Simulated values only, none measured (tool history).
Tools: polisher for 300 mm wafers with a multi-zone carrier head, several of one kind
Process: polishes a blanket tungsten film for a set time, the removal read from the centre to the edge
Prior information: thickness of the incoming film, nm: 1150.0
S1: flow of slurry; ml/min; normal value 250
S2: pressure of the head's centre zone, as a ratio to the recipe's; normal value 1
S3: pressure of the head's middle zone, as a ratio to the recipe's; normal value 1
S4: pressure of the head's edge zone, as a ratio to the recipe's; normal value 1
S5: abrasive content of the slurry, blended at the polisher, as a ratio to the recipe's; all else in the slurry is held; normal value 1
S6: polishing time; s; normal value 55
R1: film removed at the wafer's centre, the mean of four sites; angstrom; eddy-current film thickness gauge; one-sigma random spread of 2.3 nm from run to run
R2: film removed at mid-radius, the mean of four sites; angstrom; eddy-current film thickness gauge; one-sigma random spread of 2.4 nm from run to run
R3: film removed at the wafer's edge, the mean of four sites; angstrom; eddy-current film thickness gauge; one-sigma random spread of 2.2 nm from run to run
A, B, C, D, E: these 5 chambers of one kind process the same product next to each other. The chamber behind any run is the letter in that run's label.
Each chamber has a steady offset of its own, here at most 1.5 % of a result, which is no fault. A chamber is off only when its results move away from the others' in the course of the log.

run,hour,S1,S2,S3,S4,S5,S6,R1,R2,R3
1C,6.2,250,1,1,1,1,55,1925.8,1861.9,1913.6
2A,10.3,250,1,1,1,1,55,1911.6,1924,1862.5
# hour 14.3: chamber C: slurry nozzle cleaned
3E,15.6,250,1,1,1,1,55,1940.1,1852.1,1914.4
# hour 20.1: chamber E: worn pad replaced by a new one
# hour 22.8: chamber A: slurry nozzle cleaned
4D,23.9,250,1,1,1,1,55,1931.4,1924.9,1891.5
5B,31.4,250,1,1,1,1,55,1916.2,1869.4,1911.7
# hour 38.8: chamber D: worn pad replaced by a new one
6C,40.7,250,1,1,1,1,55,1866.5,1884.4,1873.3
# hour 45: chamber B: worn pad replaced by a new one
7D,47.7,250,1,1,1,1,55,1890.1,1911.6,1889.4
# hour 57: chamber B: slurry nozzle cleaned
8A,57.2,250,1,1,1,1,55,1911,1967.3,1862.1
9B,65.8,250,1,1,1,1,55,1967.1,1864.3,1906.7
10E,74.1,250,1,1,1,1,55,1942.6,1923.4,1914.4
11D,78.5,250,1,1,1,1,55,1896.2,1961,1896.3
# hour 79.7: chamber C: worn pad replaced by a new one
12E,83.2,250,1,1,1,1,55,1885.6,1866,1909.1
13A,88.9,250,1,1,1,1,55,1930.8,1926.1,1910
14C,97.2,250,1,1,1,1,55,1884.1,1922.1,1904.4
# hour 98.1: chamber B: worn pad replaced by a new one
15B,102.9,250,1,1,1,1,55,1870.5,1899.3,1900.8
16C,112.1,250,1,1,1,1,55,1880.5,1896,1889.6
17A,119.2,250,1,1,1,1,55,1905.6,1908.9,1810.1
# hour 122.4: chamber E: slurry nozzle cleaned
18D,126.9,250,1,1,1,1,55,1938.9,1881.2,1878.7
# hour 129.3: chamber A: centre zone pressure recalibrated
19B,135.1,250,0.91,1.08,1,1,55,1709.5,2044.9,1917.1
20E,141.9,250,0.91,1.08,1,1,55,1730.4,1999.2,1869.2
21E,150.7,250,0.91,1.08,1,1,55,1694.9,2005.9,1870.3
22C,158.4,250,0.91,1.08,1,1,55,1693.1,1994.9,1876.5
# hour 162.8: chamber B: worn pad replaced by a new one
# hour 163: chamber E: worn pad replaced by a new one
# hour 166: chamber C: worn pad replaced by a new one
23D,166.9,250,0.91,1.08,1,1,55,1732,2087.2,1890
24A,174.5,250,1,1,1,1,55,1827.1,1790.5,1834.6
# hour 177: chamber D: worn pad replaced by a new one
25B,183.5,250,1,1,1,1,55,1948.8,1901.5,1911
26C,188.1,250,1,1,1,1,55,1892.6,1890.1,1879.3
27B,196.2,250,1,1,1,1,55,1896.8,1881.2,1887.9
28D,201.7,250,1,1,1,1,55,1925.3,1954.8,1936.3
29A,210.8,250,1,1,1,1,55,1779.3,1815.5,1782.3
# hour 219: chamber B: worn pad replaced by a new one
30E,219.5,250,1,1,1,1,55,1941.7,1896.9,1914.8
31C,227.5,250,1,1,1,1,55,1912.1,1896.1,1861.5
32D,232.8,250,1,1,1,1,55,1936.1,1892.7,1917.3
33A,240.2,250,1,1,1,1,55,1769.7,1729.5,1764.7
# hour 243: chamber C: worn pad replaced by a new one
# hour 248.7: chamber C: centre zone pressure recalibrated
34B,249.4,250,1,1,1,1,55,1875.3,1848.3,1882.6
35E,254,250,1,1,1,1,55,1904.9,1877.9,1903.2
# hour 255.6: chamber D: slurry nozzle cleaned
36B,261.7,250,1,1,1,1,55,1888,1886.4,1908.6
37A,269.6,250,1,1,1,1,55,1708.5,1726,1686
38C,274,250,1,1,1,1,55,1864.8,1888,1841.1
39E,279,250,1,1,1,1,55,1877.9,1904,1876.4
40D,287.8,250,1,1,1,1,55,1910.8,1945.7,1884.8
# hour 288.1: chamber E: worn pad replaced by a new one
41E,294.8,250,1,1,1,1,55,1939.5,1926.9,1862
42C,302.7,250,1,1,1,1,55,1884.4,1845.9,1874.1

What goes on in this fleet: one chamber off, a drifting gauge, or nothing beyond the chambers' own small offsets? Name the chamber and the cause, if any.

It is chamber A that slowly wanders off from its peers.
What lies behind it: removal rate lost through wear of the pad, % = 11.4.

Which of the 4 candidates below, each the usual settings with something changed and its results left as question marks, puts chamber A back in line with what the other chambers give on the usual settings?
Allowed miss from the other chambers' usual-settings mean, per result, to count as in line: R1 81 angstrom; R2 82 angstrom; R3 76 angstrom
43A-1,309.5,250,1,1,1,1,53,?,?,?
43A-2,309.5,245,1,1,0.99,1,49,?,?,?
43A-3,309.5,255,1,1,1.01,1,61,?,?,?
43A-4,309.5,250,1,1,1,1,57,?,?,?

Average result of the remaining chambers running the usual settings: R1 1905.1 angstrom; R2 1897.6 angstrom; R3 1897.2 angstrom
run,R1,R2,R3
43A-1,1619.1,1634.5,1621.9
43A-2,1492.9,1507.5,1488.8
43A-3,1868.3,1885.5,1879.9
43A-4,1741.3,1757.8,1744.3
43A-3 puts the chamber back in line with the other chambers.
